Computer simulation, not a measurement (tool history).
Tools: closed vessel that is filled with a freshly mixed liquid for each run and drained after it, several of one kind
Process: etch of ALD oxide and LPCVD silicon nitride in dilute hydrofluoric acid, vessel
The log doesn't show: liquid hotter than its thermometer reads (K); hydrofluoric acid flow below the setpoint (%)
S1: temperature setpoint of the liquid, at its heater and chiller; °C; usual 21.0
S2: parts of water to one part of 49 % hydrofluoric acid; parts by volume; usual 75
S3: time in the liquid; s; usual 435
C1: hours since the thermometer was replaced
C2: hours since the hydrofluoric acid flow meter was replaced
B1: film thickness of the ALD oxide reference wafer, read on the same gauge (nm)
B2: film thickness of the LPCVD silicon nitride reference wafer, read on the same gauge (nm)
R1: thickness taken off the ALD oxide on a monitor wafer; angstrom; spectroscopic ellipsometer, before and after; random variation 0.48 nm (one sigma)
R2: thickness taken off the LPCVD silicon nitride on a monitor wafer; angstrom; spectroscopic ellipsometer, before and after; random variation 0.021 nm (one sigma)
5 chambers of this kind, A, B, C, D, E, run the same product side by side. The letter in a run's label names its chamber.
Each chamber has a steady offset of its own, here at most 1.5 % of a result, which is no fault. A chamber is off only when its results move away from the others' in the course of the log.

{"run": "1B", "hour": 5.4, "S1": 21.0, "S2": 75, "S3": 435, "C1": 254.1, "C2": 266.0, "B1": 30.008, "B2": 89.999, "R1": 519.86, "R2": 22.664}
{"run": "2D", "hour": 8.3, "S1": 21.0, "S2": 75, "S3": 435, "C1": 617.6, "C2": 1798.9, "B1": 29.956, "B2": 90.001, "R1": 528.17, "R2": 22.148}
{"run": "3C", "hour": 14.1, "S1": 21.0, "S2": 75, "S3": 435, "C1": 396.5, "C2": 825.7, "B1": 30.014, "B2": 90.006, "R1": 518.04, "R2": 21.948}
{"hour": 16.7, "done": "chamber D: hydrofluoric acid flow meter replaced"}
{"run": "4A", "hour": 20.3, "S1": 21.0, "S2": 75, "S3": 435, "C1": 199.5, "C2": 1009.3, "B1": 30.019, "B2": 90.011, "R1": 521.63, "R2": 22.331}
{"run": "5E", "hour": 24.1, "S1": 21.0, "S2": 75, "S3": 435, "C1": 1058.3, "C2": 266.0, "B1": 30.003, "B2": 89.973, "R1": 516.57, "R2": 22.443}
{"run": "6A", "hour": 29.5, "S1": 21.0, "S2": 75, "S3": 435, "C1": 208.7, "C2": 1018.5, "B1": 30.02, "B2": 90.019, "R1": 516.11, "R2": 21.836}
{"run": "7E", "hour": 33.7, "S1": 21.0, "S2": 75, "S3": 435, "C1": 1067.9, "C2": 275.6, "B1": 29.993, "B2": 90.013, "R1": 514.53, "R2": 22.395}
{"run": "8D", "hour": 36.5, "S1": 19.5, "S2": 75, "S3": 270, "C1": 645.8, "C2": 19.8, "B1": 29.981, "B2": 89.986, "R1": 305.09, "R2": 12.606}
{"run": "9B", "hour": 40.8, "S1": 19.5, "S2": 75, "S3": 270, "C1": 289.5, "C2": 301.4, "B1": 29.992, "B2": 89.956, "R1": 309.43, "R2": 12.505}
{"run": "10C", "hour": 45.0, "S1": 19.5, "S2": 75, "S3": 270, "C1": 427.4, "C2": 856.6, "B1": 30.01, "B2": 89.997, "R1": 296.11, "R2": 12.268}
{"run": "11E", "hour": 50.4, "S1": 19.5, "S2": 75, "S3": 270, "C1": 1084.6, "C2": 292.3, "B1": 30.004, "B2": 90.014, "R1": 296.26, "R2": 12.55}
{"run": "12D", "hour": 53.8, "S1": 19.5, "S2": 75, "S3": 270, "C1": 663.1, "C2": 37.1, "B1": 29.955, "B2": 90.015, "R1": 303.75, "R2": 12.252}
{"run": "13A", "hour": 57.0, "S1": 21.0, "S2": 75, "S3": 435, "C1": 236.2, "C2": 1046.0, "B1": 29.99, "B2": 89.991, "R1": 514.1, "R2": 22.034}
{"run": "14B", "hour": 61.1, "S1": 23.0, "S2": 75, "S3": 435, "C1": 309.8, "C2": 321.7, "B1": 29.981, "B2": 90.014, "R1": 563.55, "R2": 25.113}
{"run": "15C", "hour": 67.3, "S1": 23.0, "S2": 75, "S3": 435, "C1": 449.7, "C2": 878.9, "B1": 29.996, "B2": 89.99, "R1": 566.42, "R2": 25.248}
{"run": "16D", "hour": 73.2, "S1": 23.0, "S2": 75, "S3": 435, "C1": 682.5, "C2": 56.5, "B1": 29.992, "B2": 89.998, "R1": 573.32, "R2": 25.841}
{"run": "17A", "hour": 79.4, "S1": 23.0, "S2": 75, "S3": 435, "C1": 258.6, "C2": 1068.4, "B1": 29.983, "B2": 89.989, "R1": 561.04, "R2": 25.067}
{"run": "18C", "hour": 84.6, "S1": 23.0, "S2": 75, "S3": 435, "C1": 467.0, "C2": 896.2, "B1": 29.988, "B2": 89.985, "R1": 555.13, "R2": 25.136}
{"run": "19E", "hour": 90.1, "S1": 21.0, "S2": 75, "S3": 435, "C1": 1124.3, "C2": 332.0, "B1": 30.004, "B2": 90.001, "R1": 515.66, "R2": 22.249}
{"run": "20B", "hour": 96.4, "S1": 21.0, "S2": 75, "S3": 435, "C1": 345.1, "C2": 357.0, "B1": 29.987, "B2": 89.962, "R1": 534.62, "R2": 22.749}
{"run": "21B", "hour": 100.2, "S1": 21.0, "S2": 75, "S3": 435, "C1": 348.9, "C2": 360.8, "B1": 29.961, "B2": 90.01, "R1": 519.79, "R2": 22.24}
{"hour": 103.4, "done": "chamber E: thermometer replaced"}
{"run": "22E", "hour": 103.8, "S1": 21.0, "S2": 75, "S3": 435, "C1": 0.4, "C2": 345.7, "B1": 30.034, "B2": 90.029, "R1": 518.97, "R2": 22.492}
{"run": "23A", "hour": 108.1, "S1": 21.0, "S2": 75, "S3": 435, "C1": 287.3, "C2": 1097.1, "B1": 30.012, "B2": 89.979, "R1": 513.71, "R2": 22.101}
{"run": "24C", "hour": 113.0, "S1": 21.0, "S2": 75, "S3": 435, "C1": 495.4, "C2": 924.6, "B1": 30.009, "B2": 90.012, "R1": 522.02, "R2": 22.104}
{"run": "25D", "hour": 116.2, "S1": 21.0, "S2": 75, "S3": 435, "C1": 725.5, "C2": 99.5, "B1": 29.98, "B2": 90.019, "R1": 526.17, "R2": 22.552}
{"run": "26E", "hour": 122.4, "S1": 21.0, "S2": 75, "S3": 435, "C1": 19.0, "C2": 364.3, "B1": 30.014, "B2": 90.013, "R1": 521.44, "R2": 22.221}
{"run": "27C", "hour": 127.8, "S1": 19.0, "S2": 75, "S3": 615, "C1": 510.2, "C2": 939.4, "B1": 29.99, "B2": 89.984, "R1": 669.85, "R2": 27.56}
{"run": "28B", "hour": 133.5, "S1": 19.0, "S2": 75, "S3": 615, "C1": 382.2, "C2": 394.1, "B1": 30.021, "B2": 90.003, "R1": 681.19, "R2": 27.35}
{"run": "29A", "hour": 138.8, "S1": 19.0, "S2": 75, "S3": 615, "C1": 318.0, "C2": 1127.8, "B1": 29.983, "B2": 89.982, "R1": 680.1, "R2": 27.531}
{"run": "30D", "hour": 143.2, "S1": 19.0, "S2": 75, "S3": 615, "C1": 752.5, "C2": 126.5, "B1": 30.024, "B2": 89.976, "R1": 675.97, "R2": 27.254}
{"run": "31C", "hour": 149.2, "S1": 19.0, "S2": 75, "S3": 615, "C1": 531.6, "C2": 960.8, "B1": 30.003, "B2": 89.982, "R1": 687.89, "R2": 26.701}
{"run": "32A", "hour": 153.0, "S1": 21.0, "S2": 75, "S3": 435, "C1": 332.2, "C2": 1142.0, "B1": 30.003, "B2": 89.997, "R1": 520.1, "R2": 22.415}
{"run": "33D", "hour": 155.9, "S1": 21.0, "S2": 75, "S3": 435, "C1": 765.2, "C2": 139.2, "B1": 30.01, "B2": 89.994, "R1": 528.62, "R2": 22.198}
{"run": "34B", "hour": 162.2, "S1": 21.0, "S2": 75, "S3": 435, "C1": 410.9, "C2": 422.8, "B1": 29.986, "B2": 89.972, "R1": 518.37, "R2": 22.527}
{"run": "35E", "hour": 166.3, "S1": 21.0, "S2": 75, "S3": 435, "C1": 62.9, "C2": 408.2, "B1": 29.968, "B2": 90.003, "R1": 518.91, "R2": 22.238}
{"run": "36B", "hour": 170.8, "S1": 21.0, "S2": 75, "S3": 435, "C1": 419.5, "C2": 431.4, "B1": 30.013, "B2": 89.989, "R1": 517.4, "R2": 22.293}
{"run": "37A", "hour": 175.1, "S1": 21.0, "S2": 75, "S3": 435, "C1": 354.3, "C2": 1164.1, "B1": 30.006, "B2": 90.018, "R1": 519.52, "R2": 22.0}

What goes on in this fleet: one chamber off, a drifting gauge, or nothing beyond the chambers' own small offsets? Name the chamber and the cause, if any.

No chamber stands off beyond its own small offset, and the gauge holds steady.
